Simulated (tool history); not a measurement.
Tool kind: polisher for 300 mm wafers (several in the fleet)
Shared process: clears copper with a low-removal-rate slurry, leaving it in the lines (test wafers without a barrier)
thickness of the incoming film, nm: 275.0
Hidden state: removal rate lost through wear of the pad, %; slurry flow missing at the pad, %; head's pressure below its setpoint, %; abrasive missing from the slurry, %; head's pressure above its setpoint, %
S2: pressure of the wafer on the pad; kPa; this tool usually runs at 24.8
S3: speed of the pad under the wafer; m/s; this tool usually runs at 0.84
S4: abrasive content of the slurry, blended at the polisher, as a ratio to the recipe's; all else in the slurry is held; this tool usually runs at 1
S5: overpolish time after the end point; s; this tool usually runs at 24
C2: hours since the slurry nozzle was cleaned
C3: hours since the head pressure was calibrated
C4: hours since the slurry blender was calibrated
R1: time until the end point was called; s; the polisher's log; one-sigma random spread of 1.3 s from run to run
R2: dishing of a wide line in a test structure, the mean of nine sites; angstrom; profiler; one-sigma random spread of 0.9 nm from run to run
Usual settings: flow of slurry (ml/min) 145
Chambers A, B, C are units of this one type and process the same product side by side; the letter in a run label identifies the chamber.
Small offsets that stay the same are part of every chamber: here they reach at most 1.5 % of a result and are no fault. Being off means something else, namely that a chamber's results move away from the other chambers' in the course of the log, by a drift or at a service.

-- hour=10.6 chamber C: worn pad replaced by a new one
run 1B hour=10.8 | flow_of_slurry_(ml/min)=145 S2=24.8 S3=0.84 S4=1 S5=24 | wafers_polished_on_this_pad=1006 C2=193.2 C3=219.5 C4=96.8 | R1=80.254 R2=524.64
run 2C hour=22.1 | flow_of_slurry_(ml/min)=145 S2=24.8 S3=0.84 S4=1 S5=24 | wafers_polished_on_this_pad=117 C2=182.2 C3=286.1 C4=125.5 | R1=81.357 R2=542.32
run 3A hour=30 | flow_of_slurry_(ml/min)=145 S2=24.8 S3=0.84 S4=1 S5=24 | wafers_polished_on_this_pad=1043 C2=84.8 C3=594.2 C4=321.7 | R1=83.034 R2=556.31
-- hour=35.5 chamber B: worn pad replaced by a new one
run 4B hour=42.4 | flow_of_slurry_(ml/min)=145 S2=24.8 S3=0.84 S4=1 S5=24 | wafers_polished_on_this_pad=71 C2=224.8 C3=251.1 C4=128.4 | R1=81.429 R2=566.89
run 5C hour=55.3 | flow_of_slurry_(ml/min)=145 S2=24.8 S3=0.84 S4=1 S5=24 | wafers_polished_on_this_pad=457 C2=215.4 C3=319.3 C4=158.7 | R1=84.576 R2=544.83
-- hour=59.2 chamber A: worn pad replaced by a new one
run 6A hour=65.5 | flow_of_slurry_(ml/min)=145 S2=24.8 S3=0.84 S4=1 S5=24 | wafers_polished_on_this_pad=64 C2=120.3 C3=629.7 C4=357.2 | R1=79.8 R2=546.09
-- hour=69.1 chamber C: slurry blender recalibrated
-- hour=75.9 chamber C: worn pad replaced by a new one
run 7B hour=77.7 | flow_of_slurry_(ml/min)=145 S2=24.8 S3=0.84 S4=1 S5=24 | wafers_polished_on_this_pad=432 C2=260.1 C3=286.4 C4=163.7 | R1=81.754 R2=544.02
run 8C hour=91.4 | flow_of_slurry_(ml/min)=145 S2=24.8 S3=0.84 S4=1 S5=24 | wafers_polished_on_this_pad=158 C2=251.5 C3=355.4 C4=22.3 | R1=84.333 R2=535.18
run 9A hour=104.8 | flow_of_slurry_(ml/min)=145 S2=24.8 S3=0.84 S4=1 S5=24 | wafers_polished_on_this_pad=466 C2=159.6 C3=669 C4=396.5 | R1=83.931 R2=541.8
run 10B hour=120.4 | flow_of_slurry_(ml/min)=145 S2=24.8 S3=0.84 S4=1 S5=24 | wafers_polished_on_this_pad=868 C2=302.8 C3=329.1 C4=206.4 | R1=81.784 R2=542.85
run 11A hour=134.1 | flow_of_slurry_(ml/min)=145 S2=29.6 S3=0.84 S4=1.25 S5=24 | wafers_polished_on_this_pad=766 C2=188.9 C3=698.3 C4=425.8 | R1=67.309 R2=629.77
-- hour=134.6 chamber C: worn pad replaced by a new one
-- hour=135.2 chamber A: slurry blender recalibrated
run 12C hour=149.4 | flow_of_slurry_(ml/min)=145 S2=29.6 S3=0.84 S4=1.25 S5=24 | wafers_polished_on_this_pad=151 C2=309.5 C3=413.4 C4=80.3 | R1=66.935 R2=630.78
-- hour=160.6 chamber B: worn pad replaced by a new one
run 13C hour=163.8 | flow_of_slurry_(ml/min)=145 S2=29.6 S3=0.84 S4=1.25 S5=24 | wafers_polished_on_this_pad=298 C2=323.9 C3=427.8 C4=94.7 | R1=67.427 R2=641.49
-- hour=165 chamber A: slurry nozzle cleaned
run 14A hour=172 | flow_of_slurry_(ml/min)=145 S2=24.8 S3=0.84 S4=1 S5=24 | wafers_polished_on_this_pad=1153 C2=7 C3=736.2 C4=36.8 | R1=85.563 R2=524.19
run 15B hour=182.7 | flow_of_slurry_(ml/min)=165 S2=24.8 S3=0.84 S4=1.2 S5=24 | wafers_polished_on_this_pad=226 C2=365.1 C3=391.4 C4=268.7 | R1=75.831 R2=586.09
run 16A hour=194.9 | flow_of_slurry_(ml/min)=165 S2=24.8 S3=0.84 S4=1.2 S5=24 | wafers_polished_on_this_pad=1387 C2=29.9 C3=759.1 C4=59.7 | R1=82.458 R2=535.13
-- hour=200.1 chamber C: worn pad replaced by a new one
run 17C hour=203.5 | flow_of_slurry_(ml/min)=165 S2=24.8 S3=0.84 S4=1.2 S5=24 | wafers_polished_on_this_pad=34 C2=363.6 C3=467.5 C4=134.4 | R1=77.383 R2=563.79
-- hour=211.9 chamber A: worn pad replaced by a new one
run 18B hour=217.8 | flow_of_slurry_(ml/min)=145 S2=24.8 S3=0.84 S4=1 S5=24 | wafers_polished_on_this_pad=585 C2=400.2 C3=426.5 C4=303.8 | R1=81.139 R2=546.11
run 19A hour=232.4 | flow_of_slurry_(ml/min)=145 S2=24.8 S3=0.84 S4=1 S5=24 | wafers_polished_on_this_pad=209 C2=67.4 C3=796.6 C4=97.2 | R1=89.232 R2=518.31
run 20C hour=242.5 | flow_of_slurry_(ml/min)=145 S2=24.8 S3=0.84 S4=1 S5=24 | wafers_polished_on_this_pad=433 C2=402.6 C3=506.5 C4=173.4 | R1=82.536 R2=532.55
run 21B hour=256.5 | flow_of_slurry_(ml/min)=145 S2=24.8 S3=0.84 S4=1 S5=24 | wafers_polished_on_this_pad=980 C2=438.9 C3=465.2 C4=342.5 | R1=79.396 R2=548.71
-- hour=258 chamber C: slurry blender recalibrated
run 22B hour=264.8 | flow_of_slurry_(ml/min)=145 S2=24.8 S3=0.84 S4=1 S5=24 | wafers_polished_on_this_pad=1065 C2=447.2 C3=473.5 C4=350.8 | R1=78.786 R2=542.49
-- hour=265.3 chamber C: worn pad replaced by a new one
run 23C hour=275.3 | flow_of_slurry_(ml/min)=145 S2=24.8 S3=0.84 S4=1 S5=24 | wafers_polished_on_this_pad=102 C2=435.4 C3=539.3 C4=17.3 | R1=81.787 R2=528.4
run 24A hour=287.9 | flow_of_slurry_(ml/min)=145 S2=24.8 S3=0.84 S4=1 S5=24 | wafers_polished_on_this_pad=777 C2=122.9 C3=852.1 C4=152.7 | R1=91.326 R2=497.7
run 25C hour=300.6 | flow_of_slurry_(ml/min)=145 S2=24.8 S3=0.84 S4=1 S5=24 | wafers_polished_on_this_pad=361 C2=460.7 C3=564.6 C4=42.6 | R1=82.931 R2=544.02

Decide between three cases: one chamber stands off from its peers, the gauge reading all wafers drifts, or nothing is wrong past each chamber's small offset. Where a chamber is off, say which and what most likely put it there.

It is chamber A that slowly wanders off from its peers.
What lies behind it: head's pressure below its setpoint, % = 11.5.

Which of the 4 candidates below, each the usual settings with something changed and its results left as question marks, puts chamber A back in line with what the other chambers give on the usual settings?
A result is in line if it is within this distance of the other chambers' mean on the usual settings: R1 4.5 s; R2 32 angstrom
run 26A-1 hour=311.8 | flow_of_slurry_(ml/min)=140 S2=22.1 S3=0.76 S4=1 S5=24 | R1=? R2=?
run 26A-2 hour=311.8 | flow_of_slurry_(ml/min)=145 S2=26.2 S3=0.88 S4=1 S5=24 | R1=? R2=?
run 26A-3 hour=311.8 | flow_of_slurry_(ml/min)=150 S2=27.6 S3=0.92 S4=1 S5=24 | R1=? R2=?
run 26A-4 hour=311.8 | flow_of_slurry_(ml/min)=145 S2=23.4 S3=0.8 S4=1 S5=24 | R1=? R2=?

Usual-settings mean across the other chambers: R1 81.424 s; R2 539.98 angstrom
run=26A-1 R1=116.37 R2=399.79
run=26A-2 R1=83.682 R2=533.11
run=26A-3 R1=75.489 R2=581.77
run=26A-4 R1=103.2 R2=444.46
The answer is 26A-2, which returns the chamber to within the allowed miss of the others.
